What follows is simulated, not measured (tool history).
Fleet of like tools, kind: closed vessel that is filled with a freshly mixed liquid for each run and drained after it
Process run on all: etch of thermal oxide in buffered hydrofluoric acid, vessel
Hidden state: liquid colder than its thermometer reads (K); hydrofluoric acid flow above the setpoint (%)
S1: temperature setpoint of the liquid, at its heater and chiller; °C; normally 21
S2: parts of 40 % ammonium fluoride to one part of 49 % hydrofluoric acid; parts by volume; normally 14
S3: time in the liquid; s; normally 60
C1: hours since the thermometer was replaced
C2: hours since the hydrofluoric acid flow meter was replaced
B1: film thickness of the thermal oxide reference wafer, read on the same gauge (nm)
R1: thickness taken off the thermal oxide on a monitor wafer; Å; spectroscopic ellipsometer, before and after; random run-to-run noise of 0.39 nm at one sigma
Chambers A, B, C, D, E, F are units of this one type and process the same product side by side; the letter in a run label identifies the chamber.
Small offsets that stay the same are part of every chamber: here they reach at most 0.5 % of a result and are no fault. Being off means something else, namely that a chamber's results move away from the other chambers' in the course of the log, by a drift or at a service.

Run 1E, hour 11.2: usual settings; C1 179; C2 447.3; B1 50.015. Result: R1 419.62 Å.
Run 2B, hour 21: usual settings; C1 175.1; C2 710.2; B1 49.992. Result: R1 421.97 Å.
At hour 32.6: chamber C: hydrofluoric acid flow meter replaced.
Run 3A, hour 35: usual settings; C1 556.4; C2 1008.1; B1 49.965. Result: R1 422.6 Å.
Run 4F, hour 42.4: usual settings; C1 89.5; C2 1066.3; B1 49.969. Result: R1 423.58 Å.
Run 5C, hour 53.7: usual settings; C1 609.8; C2 21.1; B1 50.011. Result: R1 418.9 Å.
At hour 61.7: chamber B: hydrofluoric acid flow meter replaced.
Run 6D, hour 62.8: usual settings; C1 1755.8; C2 190.2; B1 50.005. Result: R1 422.16 Å.
Run 7D, hour 77.7: usual settings; C1 1770.7; C2 205.1; B1 49.981. Result: R1 425.47 Å.
Run 8C, hour 90.3: usual settings; C1 646.4; C2 57.7; B1 49.988. Result: R1 415.29 Å.
At hour 97: chamber A: thermometer replaced.
Run 9A, hour 104.7: usual settings; C1 7.8; C2 1077.8; B1 50. Result: R1 424.69 Å.
Run 10B, hour 119.1: usual settings; C1 273.2; C2 57.4; B1 49.991. Result: R1 420.14 Å.
Run 11F, hour 129.1: usual settings but S1 24.5 °C; C1 176.2; C2 1153; B1 49.978. Result: R1 517.6 Å.
At hour 133.4: chamber A: hydrofluoric acid flow meter replaced.
Run 12E, hour 139.6: usual settings but S1 24.5 °C; C1 307.4; C2 575.7; B1 49.956. Result: R1 514.47 Å.
Run 13C, hour 153.2: usual settings but S1 24.5 °C; C1 709.3; C2 120.6; B1 50.013. Result: R1 501.25 Å.
Run 14D, hour 160.1: usual settings but S1 24.5 °C; C1 1853.1; C2 287.5; B1 49.991. Result: R1 514.16 Å.
Run 15E, hour 172.3: usual settings but S1 24.5 °C; C1 340.1; C2 608.4; B1 50.023. Result: R1 512.41 Å.
Run 16F, hour 179.3: usual settings but S1 24.5 °C; C1 226.4; C2 1203.2; B1 49.998. Result: R1 511.85 Å.
Run 17A, hour 190.7: usual settings; C1 93.8; C2 57.4; B1 50.027. Result: R1 422.88 Å.
Run 18B, hour 204.2: usual settings; C1 358.3; C2 142.5; B1 50.003. Result: R1 423.55 Å.
Run 19E, hour 214.4: usual settings; C1 382.2; C2 650.5; B1 49.986. Result: R1 430.21 Å.
Run 20D, hour 228.3: usual settings; C1 1921.3; C2 355.7; B1 49.967. Result: R1 425.54 Å.
Run 21F, hour 239.9: usual settings; C1 287; C2 1263.8; B1 50.029. Result: R1 418.83 Å.
Run 22B, hour 252.1: usual settings; C1 406.2; C2 190.4; B1 49.999. Result: R1 426.7 Å.
Run 23A, hour 264.7: usual settings but S2 11.5 parts by volume; C1 167.8; C2 131.4; B1 49.98. Result: R1 506.99 Å.
Run 24C, hour 273.8: usual settings but S2 11.5 parts by volume; C1 829.9; C2 241.2; B1 49.98. Result: R1 497.47 Å.
Run 25F, hour 288.5: usual settings but S2 11.5 parts by volume; C1 335.6; C2 1312.4; B1 50.016. Result: R1 519.81 Å.
Run 26B, hour 297.9: usual settings but S2 11.5 parts by volume; C1 452; C2 236.2; B1 50.024. Result: R1 513.13 Å.
Run 27A, hour 310.8: usual settings but S2 11.5 parts by volume; C1 213.9; C2 177.5; B1 50.018. Result: R1 518.86 Å.
At hour 316.6: chamber D: thermometer replaced.
Run 28C, hour 323.5: usual settings but S2 11.5 parts by volume; C1 879.6; C2 290.9; B1 49.982. Result: R1 500.61 Å.
Run 29D, hour 332.5: usual settings; C1 15.9; C2 459.9; B1 49.988. Result: R1 424.75 Å.
Run 30E, hour 342.1: usual settings; C1 509.9; C2 778.2; B1 50.008. Result: R1 426.82 Å.
Run 31C, hour 352.3: usual settings; C1 908.4; C2 319.7; B1 50.021. Result: R1 405.95 Å.
Run 32D, hour 359.4: usual settings; C1 42.8; C2 486.8; B1 50.001. Result: R1 425.7 Å.
Run 33B, hour 367.7: usual settings; C1 521.8; C2 306; B1 49.973. Result: R1 423.22 Å.
Run 34F, hour 377.3: usual settings but S2 15.5 parts by volume; C1 424.4; C2 1401.2; B1 50.029. Result: R1 390.24 Å.
Run 35A, hour 388.8: usual settings but S2 15.5 parts by volume; C1 291.9; C2 255.5; B1 50.018. Result: R1 382.13 Å.
Run 36E, hour 402.4: usual settings but S2 15.5 parts by volume; C1 570.2; C2 838.5; B1 50.023. Result: R1 390.86 Å.
Run 37D, hour 413.2: usual settings but S2 15.5 parts by volume; C1 96.6; C2 540.6; B1 50.01. Result: R1 390.75 Å.
Run 38E, hour 426.3: usual settings but S2 15.5 parts by volume; C1 594.1; C2 862.4; B1 50.007. Result: R1 386.82 Å.
Run 39C, hour 436.1: usual settings but S2 15.5 parts by volume; C1 992.2; C2 403.5; B1 50.025. Result: R1 358.22 Å.
Run 40F, hour 446.3: usual settings; C1 493.4; C2 1470.2; B1 49.988. Result: R1 431.7 Å.
Run 41B, hour 460: usual settings but S1 24 °C, S3 90 s; C1 614.1; C2 398.3; B1 49.98. Result: R1 755.2 Å.
Run 42A, hour 472.7: usual settings but S1 24 °C, S3 90 s; C1 375.8; C2 339.4; B1 50.013. Result: R1 751.17 Å.
Run 43B, hour 481.6: usual settings but S1 24 °C, S3 90 s; C1 635.7; C2 419.9; B1 50.024. Result: R1 749.17 Å.
Run 44C, hour 489.9: usual settings but S1 24 °C, S3 90 s; C1 1046; C2 457.3; B1 50. Result: R1 711.85 Å.

Is one chamber out of step, is the gauge drifting, or do the chambers differ by no more than their own small offsets? For an off chamber, give its letter and the likeliest cause.

Little by little, chamber C moves away from the other chambers.
Likeliest cause: liquid colder than its thermometer reads (K) = 1.2.
The log may not separate it from: hydrofluoric acid flow below the setpoint (%).

Below are 4 candidate recipes for chamber C's next run, each the usual settings with a change, their results shown as question marks. Which of them brings C's results back in line with what the other chambers give on the usual settings?
A result is in line if it is within this distance of the other chambers' mean on the usual settings: R1 14 Å
Run 45C-1, hour 501: usual settings but S1 20.5 °C, S2 14.5 parts by volume. Result: R1 ?.
Run 45C-2, hour 501: usual settings but S2 13.5 parts by volume, S3 65 s. Result: R1 ?.
Run 45C-3, hour 501: usual settings but S2 14.5 parts by volume, S3 55 s. Result: R1 ?.
Run 45C-4, hour 501: usual settings but S3 65 s. Result: R1 ?.

On the usual settings, the other chambers give on average: R1 423.3 Å
  run      R1
45C-1  371.17
45C-2  443.65
45C-3  349.94
45C-4   428.1
Change 45C-4 lands the chamber within the allowed miss of the other chambers.
